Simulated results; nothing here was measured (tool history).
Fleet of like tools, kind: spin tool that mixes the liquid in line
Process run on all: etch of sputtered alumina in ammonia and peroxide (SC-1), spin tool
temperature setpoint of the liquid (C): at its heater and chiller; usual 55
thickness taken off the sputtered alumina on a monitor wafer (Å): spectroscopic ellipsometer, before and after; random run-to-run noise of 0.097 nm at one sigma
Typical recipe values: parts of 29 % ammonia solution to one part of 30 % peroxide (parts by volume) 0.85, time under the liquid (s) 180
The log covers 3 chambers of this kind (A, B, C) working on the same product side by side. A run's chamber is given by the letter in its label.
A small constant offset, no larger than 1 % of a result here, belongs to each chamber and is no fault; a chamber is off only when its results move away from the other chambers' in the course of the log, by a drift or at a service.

run,hour,temperature setpoint of the liquid (C),parts of 29 % ammonia solution to one part of 30 % peroxide (parts by volume),time under the liquid (s),hours since the thermometer was replaced,hours since the ammonia flow meter was replaced,hours since the heated supply line was repaired,hours since the drum of ammonia solution was connected,"read-back film thickness of the sputtered alumina reference wafer, read on the same gauge (nm)",thickness taken off the sputtered alumina on a monitor wafer (Å)
1B,7.7,55,0.85,180,2023.8,609.0,1156.7,279.9,89.989,139.890
# hour 9.3: chamber A: new drum of ammonia solution connected
2A,18.4,55,0.85,180,1062.2,115.9,91.1,9.1,90.018,140.280
# hour 21.2: chamber B: thermometer replaced
3C,24.2,55,0.85,180,161.8,49.8,62.1,141.5,89.967,140.920
4C,31.4,55,0.85,180,169.0,57.0,69.3,148.7,89.996,141.280
5A,42.6,55,0.85,75,1086.4,140.1,115.3,33.3,89.970,59.144
6B,51.6,55,0.85,75,30.4,652.9,1200.6,323.8,90.008,58.482
7A,60.0,55,0.85,75,1103.8,157.5,132.7,50.7,89.982,58.790
8B,66.0,55,0.85,180,44.8,667.3,1215.0,338.2,89.979,140.150
9C,76.0,55,0.85,180,213.6,101.6,113.9,193.3,90.012,140.560
10B,87.2,55,0.85,180,66.0,688.5,1236.2,359.4,89.989,139.850
11A,98.2,55,0.85,180,1142.0,195.7,170.9,88.9,90.017,141.780
12C,104.9,55,0.85,180,242.5,130.5,142.8,222.2,90.015,141.260
13A,112.1,55,0.85,180,1155.9,209.6,184.8,102.8,89.994,142.170
14C,119.9,55,0.85,180,257.5,145.5,157.8,237.2,89.995,141.170
15B,128.9,55,0.85,180,107.7,730.2,1277.9,401.1,89.999,138.320
16C,141.0,55,0.85,180,278.6,166.6,178.9,258.3,89.998,140.030
17A,151.8,55,0.85,180,1195.6,249.3,224.5,142.5,89.995,140.590
18B,160.9,55,1.10,180,139.7,762.2,1309.9,433.1,90.003,143.120
19C,170.3,55,1.10,180,307.9,195.9,208.2,287.6,90.020,142.720
20A,176.0,55,1.10,180,1219.8,273.5,248.7,166.7,89.982,144.720
21B,182.7,55,0.85,180,161.5,784.0,1331.7,454.9,89.977,138.610
22C,192.1,55,0.85,180,329.7,217.7,230.0,309.4,90.006,138.940
23B,203.9,55,0.85,180,182.7,805.2,1352.9,476.1,89.992,138.100
24A,209.6,55,0.85,180,1253.4,307.1,282.3,200.3,89.973,142.170
25C,218.1,55,0.85,180,355.7,243.7,256.0,335.4,90.011,139.050
26B,225.1,55,0.85,180,203.9,826.4,1374.1,497.3,90.008,139.500
27A,233.4,55,0.85,180,1277.2,330.9,306.1,224.1,90.011,141.500
28A,240.8,55,0.85,180,1284.6,338.3,313.5,231.5,90.006,142.010
29C,253.0,55,0.85,180,390.6,278.6,290.9,370.3,90.000,141.730
30B,265.3,55,0.85,180,244.1,866.6,1414.3,537.5,90.000,139.010
31A,275.9,55,0.85,180,1319.7,373.4,348.6,266.6,90.006,141.530
32C,281.6,55,0.85,180,419.2,307.2,319.5,398.9,90.017,141.740

Is one chamber out of step, is the gauge drifting, or do the chambers differ by no more than their own small offsets? For an off chamber, give its letter and the likeliest cause.

Neither any chamber nor the gauge drifts; the chambers differ only by their own small, steady offsets.
